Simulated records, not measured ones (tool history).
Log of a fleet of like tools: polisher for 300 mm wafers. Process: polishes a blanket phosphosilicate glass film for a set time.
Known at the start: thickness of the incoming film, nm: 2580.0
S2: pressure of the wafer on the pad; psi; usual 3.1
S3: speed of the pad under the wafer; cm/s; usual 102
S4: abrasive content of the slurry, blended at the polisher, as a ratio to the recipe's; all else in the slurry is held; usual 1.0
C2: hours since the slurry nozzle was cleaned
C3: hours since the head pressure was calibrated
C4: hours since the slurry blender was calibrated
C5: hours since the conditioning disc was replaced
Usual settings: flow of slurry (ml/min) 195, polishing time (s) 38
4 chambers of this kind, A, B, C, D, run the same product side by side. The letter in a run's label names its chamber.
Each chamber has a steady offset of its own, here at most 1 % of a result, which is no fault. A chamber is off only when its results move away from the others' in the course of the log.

run 1C hour=3.1 | flow_of_slurry_(ml/min)=195 S2=3.1 S3=102 S4=1.0 polishing_time_(s)=38 | wafers_polished_on_this_pad=210 C2=125.6 C3=303.3 C4=430.8 C5=150.6 | film_removed_(Å)=2834.8
-- hour=3.7 chamber C: slurry blender recalibrated
run 2A hour=7.5 | flow_of_slurry_(ml/min)=195 S2=3.1 S3=102 S4=1.0 polishing_time_(s)=38 | wafers_polished_on_this_pad=681 C2=86.5 C3=459.0 C4=94.9 C5=140.0 | film_removed_(Å)=2816.1
run 3B hour=10.6 | flow_of_slurry_(ml/min)=195 S2=3.1 S3=102 S4=1.0 polishing_time_(s)=38 | wafers_polished_on_this_pad=476 C2=248.0 C3=601.3 C4=162.4 C5=278.0 | film_removed_(Å)=2867.8
run 4D hour=13.6 | flow_of_slurry_(ml/min)=195 S2=3.1 S3=102 S4=1.0 polishing_time_(s)=38 | wafers_polished_on_this_pad=574 C2=100.9 C3=16.7 C4=178.3 C5=21.3 | film_removed_(Å)=2852.4
run 5C hour=17.1 | flow_of_slurry_(ml/min)=195 S2=3.1 S3=102 S4=1.0 polishing_time_(s)=38 | wafers_polished_on_this_pad=357 C2=139.6 C3=317.3 C4=13.4 C5=164.6 | film_removed_(Å)=2834.7
run 6D hour=20.0 | flow_of_slurry_(ml/min)=195 S2=3.1 S3=102 S4=1.0 polishing_time_(s)=38 | wafers_polished_on_this_pad=642 C2=107.3 C3=23.1 C4=184.7 C5=27.7 | film_removed_(Å)=2829.9
-- hour=23.4 chamber D: worn pad replaced by a new one
run 7B hour=23.9 | flow_of_slurry_(ml/min)=195 S2=3.1 S3=102 S4=1.0 polishing_time_(s)=38 | wafers_polished_on_this_pad=616 C2=261.3 C3=614.6 C4=175.7 C5=291.3 | film_removed_(Å)=2852.9
run 8A hour=27.7 | flow_of_slurry_(ml/min)=195 S2=3.1 S3=102 S4=1.0 polishing_time_(s)=38 | wafers_polished_on_this_pad=893 C2=106.7 C3=479.2 C4=115.1 C5=160.2 | film_removed_(Å)=2875.7
run 9C hour=30.5 | flow_of_slurry_(ml/min)=195 S2=3.1 S3=102 S4=1.0 polishing_time_(s)=38 | wafers_polished_on_this_pad=498 C2=153.0 C3=330.7 C4=26.8 C5=178.0 | film_removed_(Å)=2855.4
run 10A hour=33.3 | flow_of_slurry_(ml/min)=195 S2=3.1 S3=102 S4=1.0 polishing_time_(s)=38 | wafers_polished_on_this_pad=952 C2=112.3 C3=484.8 C4=120.7 C5=165.8 | film_removed_(Å)=2867.3
run 11B hour=36.4 | flow_of_slurry_(ml/min)=195 S2=2.1 S3=102 S4=1.2 polishing_time_(s)=38 | wafers_polished_on_this_pad=747 C2=273.8 C3=627.1 C4=188.2 C5=303.8 | film_removed_(Å)=2107.1
run 12D hour=39.9 | flow_of_slurry_(ml/min)=195 S2=2.1 S3=102 S4=1.2 polishing_time_(s)=38 | wafers_polished_on_this_pad=173 C2=127.2 C3=43.0 C4=204.6 C5=47.6 | film_removed_(Å)=2111.7
-- hour=41.5 chamber C: head pressure recalibrated
run 13A hour=43.3 | flow_of_slurry_(ml/min)=195 S2=2.1 S3=102 S4=1.2 polishing_time_(s)=38 | wafers_polished_on_this_pad=1057 C2=122.3 C3=494.8 C4=130.7 C5=175.8 | film_removed_(Å)=2053.2
run 14B hour=45.6 | flow_of_slurry_(ml/min)=195 S2=2.1 S3=102 S4=1.2 polishing_time_(s)=38 | wafers_polished_on_this_pad=844 C2=283.0 C3=636.3 C4=197.4 C5=313.0 | film_removed_(Å)=2094.5
run 15C hour=48.2 | flow_of_slurry_(ml/min)=195 S2=3.1 S3=102 S4=1.0 polishing_time_(s)=38 | wafers_polished_on_this_pad=684 C2=170.7 C3=6.7 C4=44.5 C5=195.7 | film_removed_(Å)=2978.6
-- hour=48.7 chamber A: worn pad replaced by a new one
run 16D hour=51.0 | flow_of_slurry_(ml/min)=195 S2=3.1 S3=102 S4=1.0 polishing_time_(s)=38 | wafers_polished_on_this_pad=290 C2=138.3 C3=54.1 C4=215.7 C5=58.7 | film_removed_(Å)=2831.3
run 17A hour=55.1 | flow_of_slurry_(ml/min)=195 S2=3.1 S3=102 S4=1.0 polishing_time_(s)=38 | wafers_polished_on_this_pad=68 C2=134.1 C3=506.6 C4=142.5 C5=187.6 | film_removed_(Å)=2818.5
run 18D hour=57.5 | flow_of_slurry_(ml/min)=195 S2=3.1 S3=102 S4=1.0 polishing_time_(s)=38 | wafers_polished_on_this_pad=358 C2=144.8 C3=60.6 C4=222.2 C5=65.2 | film_removed_(Å)=2845.3
-- hour=60.1 chamber B: worn pad replaced by a new one
run 19C hour=60.4 | flow_of_slurry_(ml/min)=195 S2=3.1 S3=102 S4=1.0 polishing_time_(s)=38 | wafers_polished_on_this_pad=812 C2=182.9 C3=18.9 C4=56.7 C5=207.9 | film_removed_(Å)=2982.5
-- hour=62.8 chamber C: conditioning disc replaced and pad reconditioned
run 20B hour=63.9 | flow_of_slurry_(ml/min)=195 S2=3.1 S3=102 S4=1.0 polishing_time_(s)=38 | wafers_polished_on_this_pad=40 C2=301.3 C3=654.6 C4=215.7 C5=331.3 | film_removed_(Å)=2834.3
run 21B hour=67.6 | flow_of_slurry_(ml/min)=195 S2=3.1 S3=102 S4=1.0 polishing_time_(s)=49 | wafers_polished_on_this_pad=79 C2=305.0 C3=658.3 C4=219.4 C5=335.0 | film_removed_(Å)=3663.0
-- hour=71.4 chamber B: slurry nozzle cleaned
run 22A hour=71.8 | flow_of_slurry_(ml/min)=195 S2=3.1 S3=102 S4=1.0 polishing_time_(s)=49 | wafers_polished_on_this_pad=243 C2=150.8 C3=523.3 C4=159.2 C5=204.3 | film_removed_(Å)=3715.2
run 23D hour=76.1 | flow_of_slurry_(ml/min)=195 S2=3.1 S3=102 S4=1.0 polishing_time_(s)=49 | wafers_polished_on_this_pad=554 C2=163.4 C3=79.2 C4=240.8 C5=83.8 | film_removed_(Å)=3677.0
run 24C hour=78.9 | flow_of_slurry_(ml/min)=195 S2=3.1 S3=102 S4=1.0 polishing_time_(s)=49 | wafers_polished_on_this_pad=1007 C2=201.4 C3=37.4 C4=75.2 C5=16.1 | film_removed_(Å)=3814.5
run 25D hour=83.2 | flow_of_slurry_(ml/min)=195 S2=3.1 S3=102 S4=1.0 polishing_time_(s)=38 | wafers_polished_on_this_pad=628 C2=170.5 C3=86.3 C4=247.9 C5=90.9 | film_removed_(Å)=2817.8
-- hour=83.3 chamber D: worn pad replaced by a new one
run 26B hour=86.0 | flow_of_slurry_(ml/min)=195 S2=3.1 S3=102 S4=1.0 polishing_time_(s)=38 | wafers_polished_on_this_pad=272 C2=14.7 C3=676.7 C4=237.8 C5=353.4 | film_removed_(Å)=2835.3
-- hour=88.1 chamber C: worn pad replaced by a new one
run 27A hour=90.5 | flow_of_slurry_(ml/min)=195 S2=3.1 S3=102 S4=1.0 polishing_time_(s)=38 | wafers_polished_on_this_pad=440 C2=169.5 C3=542.0 C4=177.9 C5=223.0 | film_removed_(Å)=2851.5
-- hour=91.8 chamber B: head pressure recalibrated
run 28C hour=94.7 | flow_of_slurry_(ml/min)=195 S2=3.1 S3=102 S4=1.0 polishing_time_(s)=38 | wafers_polished_on_this_pad=69 C2=217.2 C3=53.2 C4=91.0 C5=31.9 | film_removed_(Å)=2976.5
-- hour=95.2 chamber B: slurry blender recalibrated
run 29C hour=98.2 | flow_of_slurry_(ml/min)=195 S2=3.1 S3=102 S4=1.0 polishing_time_(s)=38 | wafers_polished_on_this_pad=106 C2=220.7 C3=56.7 C4=94.5 C5=35.4 | film_removed_(Å)=2946.6
-- hour=101.0 chamber A: conditioning disc replaced and pad reconditioned
run 30B hour=101.1 | flow_of_slurry_(ml/min)=195 S2=3.1 S3=102 S4=1.0 polishing_time_(s)=38 | wafers_polished_on_this_pad=431 C2=29.8 C3=9.3 C4=6.0 C5=368.5 | film_removed_(Å)=2800.6
run 31D hour=104.9 | flow_of_slurry_(ml/min)=195 S2=3.1 S3=102 S4=1.0 polishing_time_(s)=38 | wafers_polished_on_this_pad=227 C2=192.2 C3=108.0 C4=269.6 C5=112.6 | film_removed_(Å)=2838.7
run 32A hour=109.0 | flow_of_slurry_(ml/min)=195 S2=3.1 S3=102 S4=1.0 polishing_time_(s)=38 | wafers_polished_on_this_pad=634 C2=188.0 C3=560.5 C4=196.4 C5=8.0 | film_removed_(Å)=2841.7
run 33B hour=112.5 | flow_of_slurry_(ml/min)=195 S2=3.1 S3=102 S4=1.0 polishing_time_(s)=38 | wafers_polished_on_this_pad=551 C2=41.2 C3=20.7 C4=17.4 C5=379.9 | film_removed_(Å)=2817.8
run 34C hour=115.6 | flow_of_slurry_(ml/min)=195 S2=3.1 S3=102 S4=1.0 polishing_time_(s)=38 | wafers_polished_on_this_pad=289 C2=238.1 C3=74.1 C4=111.9 C5=52.8 | film_removed_(Å)=2969.6
run 35D hour=118.7 | flow_of_slurry_(ml/min)=195 S2=3.1 S3=102 S4=1.0 polishing_time_(s)=38 | wafers_polished_on_this_pad=372 C2=206.0 C3=121.8 C4=283.4 C5=126.4 | film_removed_(Å)=2824.2
run 36A hour=122.1 | flow_of_slurry_(ml/min)=195 S2=3.1 S3=102 S4=1.0 polishing_time_(s)=38 | wafers_polished_on_this_pad=772 C2=201.1 C3=573.6 C4=209.5 C5=21.1 | film_removed_(Å)=2826.8
run 37C hour=126.3 | flow_of_slurry_(ml/min)=195 S2=3.1 S3=102 S4=1.0 polishing_time_(s)=38 | wafers_polished_on_this_pad=401 C2=248.8 C3=84.8 C4=122.6 C5=63.5 | film_removed_(Å)=2976.2
-- hour=128.3 chamber D: slurry nozzle cleaned
run 38A hour=129.6 | flow_of_slurry_(ml/min)=195 S2=3.1 S3=102 S4=1.0 polishing_time_(s)=38 | wafers_polished_on_this_pad=850 C2=208.6 C3=581.1 C4=217.0 C5=28.6 | film_removed_(Å)=2818.2
run 39B hour=133.4 | flow_of_slurry_(ml/min)=195 S2=3.1 S3=102 S4=1.0 polishing_time_(s)=38 | wafers_polished_on_this_pad=770 C2=62.1 C3=41.6 C4=38.3 C5=400.8 | film_removed_(Å)=2850.6
run 40D hour=137.5 | flow_of_slurry_(ml/min)=195 S2=3.1 S3=102 S4=1.0 polishing_time_(s)=38 | wafers_polished_on_this_pad=569 C2=9.2 C3=140.6 C4=302.2 C5=145.2 | film_removed_(Å)=2794.6

Next, every chamber runs the same settings. What will each give?
run 41A hour=140.7 | flow_of_slurry_(ml/min)=135 S2=3.1 S3=102 S4=1.0 polishing_time_(s)=38 | film_removed_(Å)=?
run 41B hour=140.7 | flow_of_slurry_(ml/min)=135 S2=3.1 S3=102 S4=1.0 polishing_time_(s)=38 | film_removed_(Å)=?
run 41C hour=140.7 | flow_of_slurry_(ml/min)=135 S2=3.1 S3=102 S4=1.0 polishing_time_(s)=38 | film_removed_(Å)=?
run 41D hour=140.7 | flow_of_slurry_(ml/min)=135 S2=3.1 S3=102 S4=1.0 polishing_time_(s)=38 | film_removed_(Å)=?

run=41A film_removed_(Å)=2664.4
run=41B film_removed_(Å)=2686.6
run=41C film_removed_(Å)=2829.4
run=41D film_removed_(Å)=2706.1
